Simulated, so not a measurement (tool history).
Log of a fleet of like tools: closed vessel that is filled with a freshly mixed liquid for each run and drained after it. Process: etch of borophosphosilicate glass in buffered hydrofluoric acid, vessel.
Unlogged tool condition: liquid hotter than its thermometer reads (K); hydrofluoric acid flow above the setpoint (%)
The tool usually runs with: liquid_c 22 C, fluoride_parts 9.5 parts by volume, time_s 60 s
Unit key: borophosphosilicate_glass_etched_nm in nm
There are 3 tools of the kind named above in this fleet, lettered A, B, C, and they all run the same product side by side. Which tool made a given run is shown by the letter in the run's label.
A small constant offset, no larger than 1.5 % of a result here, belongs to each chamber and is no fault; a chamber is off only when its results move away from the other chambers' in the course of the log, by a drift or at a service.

run	day	liquid_c	fluoride_parts	time_s	hours since the thermometer was replaced	hours since the hydrofluoric acid flow meter was replaced	read-back film thickness of the borophosphosilicate glass reference wafer, read on the same gauge (nm)	borophosphosilicate_glass_etched_nm
1C	0.104	22	9.5	60	68.0	1454.4	79.956	128.860
2B	0.267	22	9.5	60	2074.5	410.3	80.022	127.430
3A	0.433	22	9.5	60	408.4	522.4	79.991	128.600
4B	0.617	22	9.5	60	2082.9	418.7	80.004	126.750
5C	0.721	22	9.5	60	82.8	1469.2	79.990	130.000
6A	0.825	22	9.5	60	417.8	531.8	80.012	128.470
7B	0.983	22	9.5	60	2091.7	427.5	79.970	127.460
# day 1.017: chamber B: thermometer replaced
8A	1.142	22	9.5	60	425.4	539.4	79.968	128.560
9C	1.300	22	9.5	60	96.7	1483.1	80.033	129.960
10A	1.475	22	9.5	60	433.4	547.4	79.990	127.790
11B	1.558	22	9.5	35	13.1	441.3	79.993	74.087
12C	1.729	22	9.5	35	107.0	1493.4	79.940	75.236
13A	1.850	22	9.5	35	442.4	556.4	80.017	74.729
14C	2.029	22	9.5	60	114.2	1500.6	80.025	129.670
15B	2.125	22	9.5	60	26.7	454.9	79.933	128.160
16B	2.304	22	9.5	60	31.0	459.2	80.045	126.980
17A	2.433	22	9.5	60	456.4	570.4	80.007	128.110
18C	2.604	22	9.5	60	128.0	1514.4	80.028	129.550
19C	2.696	22	9.5	60	130.2	1516.6	80.019	130.280
20B	2.788	22	7.5	60	42.6	470.8	79.997	159.420
21A	2.879	22	7.5	60	467.1	581.1	80.003	162.460
22A	3.033	22	7.5	60	470.8	584.8	80.016	162.080
23B	3.158	22	7.5	40	51.5	479.7	79.979	106.900
24C	3.300	22	7.5	40	144.7	1531.1	79.937	109.080
25A	3.438	22	7.5	40	480.5	594.5	80.039	107.200
26B	3.600	22	9.5	60	62.1	490.3	80.023	127.530

Which is it: a chamber that has drifted or been left off by a service, a gauge drift common to all chambers, or only each chamber's usual small offset? If a chamber is off, name it and its likeliest cause.

The fleet is healthy, with each chamber sitting at its usual small offset and no drift in the gauge.
